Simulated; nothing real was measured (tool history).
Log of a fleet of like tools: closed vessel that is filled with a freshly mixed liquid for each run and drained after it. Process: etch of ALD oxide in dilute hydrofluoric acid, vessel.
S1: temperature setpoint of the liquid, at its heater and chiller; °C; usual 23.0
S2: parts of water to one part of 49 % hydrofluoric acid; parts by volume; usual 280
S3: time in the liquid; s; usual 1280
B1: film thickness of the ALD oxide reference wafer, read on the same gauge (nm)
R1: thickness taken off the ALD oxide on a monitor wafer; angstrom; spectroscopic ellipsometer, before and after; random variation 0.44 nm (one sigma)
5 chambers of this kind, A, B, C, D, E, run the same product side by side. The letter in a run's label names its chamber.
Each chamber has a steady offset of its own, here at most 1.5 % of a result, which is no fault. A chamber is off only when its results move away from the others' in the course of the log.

| run | hour | S1 | S2 | S3 | B1 | R1 |
|---|---|---|---|---|---|---|
| 1D | 9.1 | 23.0 | 280 | 1280 | 49.989 | 577.44 |
| 2C | 16.1 | 23.0 | 280 | 1280 | 50.011 | 562.21 |
| 3A | 24.7 | 23.0 | 280 | 1280 | 50.038 | 569.46 |
| 4B | 37.3 | 23.0 | 280 | 1280 | 50.024 | 571.44 |
| 5E | 46.5 | 23.0 | 280 | 1280 | 49.989 | 560.76 |
|  | 46.8 | chamber A: thermometer replaced |
| 6D | 53.4 | 23.0 | 280 | 1280 | 50.008 | 581.97 |
| 7B | 63.9 | 23.0 | 395 | 1280 | 49.999 | 366.09 |
| 8A | 70.4 | 23.0 | 395 | 1280 | 50.010 | 363.41 |
| 9E | 84.8 | 23.0 | 395 | 1280 | 50.017 | 359.11 |
| 10C | 97.2 | 23.0 | 395 | 1280 | 50.013 | 354.49 |
| 11B | 108.2 | 23.0 | 395 | 1280 | 49.985 | 364.60 |
| 12D | 121.2 | 23.0 | 280 | 1280 | 49.999 | 573.76 |
| 13A | 132.2 | 18.5 | 280 | 730 | 49.995 | 275.27 |
| 14C | 138.9 | 18.5 | 280 | 730 | 50.016 | 267.51 |
| 15E | 152.0 | 18.5 | 280 | 730 | 49.991 | 268.90 |
| 16C | 166.4 | 18.5 | 280 | 730 | 49.996 | 264.65 |
| 17B | 178.3 | 18.5 | 280 | 730 | 50.002 | 278.35 |
| 18A | 188.0 | 23.0 | 280 | 1280 | 50.013 | 564.27 |
| 19D | 196.2 | 23.0 | 280 | 1280 | 50.003 | 574.30 |
| 20E | 205.2 | 19.0 | 280 | 900 | 50.018 | 336.46 |
| 21A | 212.9 | 19.0 | 280 | 900 | 49.999 | 341.21 |
| 22D | 225.5 | 19.0 | 280 | 900 | 49.991 | 348.70 |
| 23C | 239.1 | 19.0 | 280 | 900 | 50.020 | 330.00 |
| 24B | 252.1 | 19.0 | 280 | 900 | 50.034 | 347.26 |
| 25E | 265.8 | 23.0 | 280 | 2020 | 50.021 | 875.46 |
| 26D | 279.2 | 23.0 | 280 | 2020 | 50.010 | 891.82 |
|  | 287.4 | chamber C: thermometer replaced |
| 27E | 289.5 | 23.0 | 280 | 2020 | 50.004 | 881.26 |
| 28A | 299.0 | 23.0 | 280 | 2020 | 50.018 | 888.26 |
| 29C | 308.9 | 23.0 | 280 | 2020 | 49.982 | 835.83 |
| 30B | 322.7 | 23.0 | 280 | 1280 | 50.011 | 575.03 |
| 31C | 334.6 | 23.0 | 280 | 1280 | 49.988 | 526.54 |
| 32D | 341.3 | 23.0 | 280 | 1280 | 50.012 | 576.37 |
| 33E | 348.7 | 23.0 | 280 | 1280 | 50.012 | 560.42 |
| 34A | 359.3 | 23.0 | 280 | 1280 | 49.987 | 560.58 |

Is one chamber off against the others, does the gauge drift, or is nothing wrong? If a chamber is off, say which, and what the likeliest cause is.

Chamber C drifts away from the others.
Cause: hydrofluoric acid flow below the setpoint (%) = 5.81.

Here are 4 candidates for chamber C's next run, each the usual settings with a change, their results left as question marks. Which one brings its results back in line with what the others give on the usual settings?
In line means no further than this from the other chambers' mean on the usual settings: R1 15.00 angstrom
| 35C-1 | 370.0 | 23.0 | 280 | 1465 |  | ? |
| 35C-2 | 370.0 | 23.0 | 290 | 1235 |  | ? |
| 35C-3 | 370.0 | 23.0 | 265 | 1280 |  | ? |
| 35C-4 | 370.0 | 23.0 | 295 | 1195 |  | ? |

The other chambers' mean on the usual settings: R1 568.00 angstrom
| run | R1 |
|---|---|
| 35C-1 | 604.41 |
| 35C-2 | 487.33 |
| 35C-3 | 565.98 |
| 35C-4 | 461.40 |
35C-3 brings the chamber back in line.

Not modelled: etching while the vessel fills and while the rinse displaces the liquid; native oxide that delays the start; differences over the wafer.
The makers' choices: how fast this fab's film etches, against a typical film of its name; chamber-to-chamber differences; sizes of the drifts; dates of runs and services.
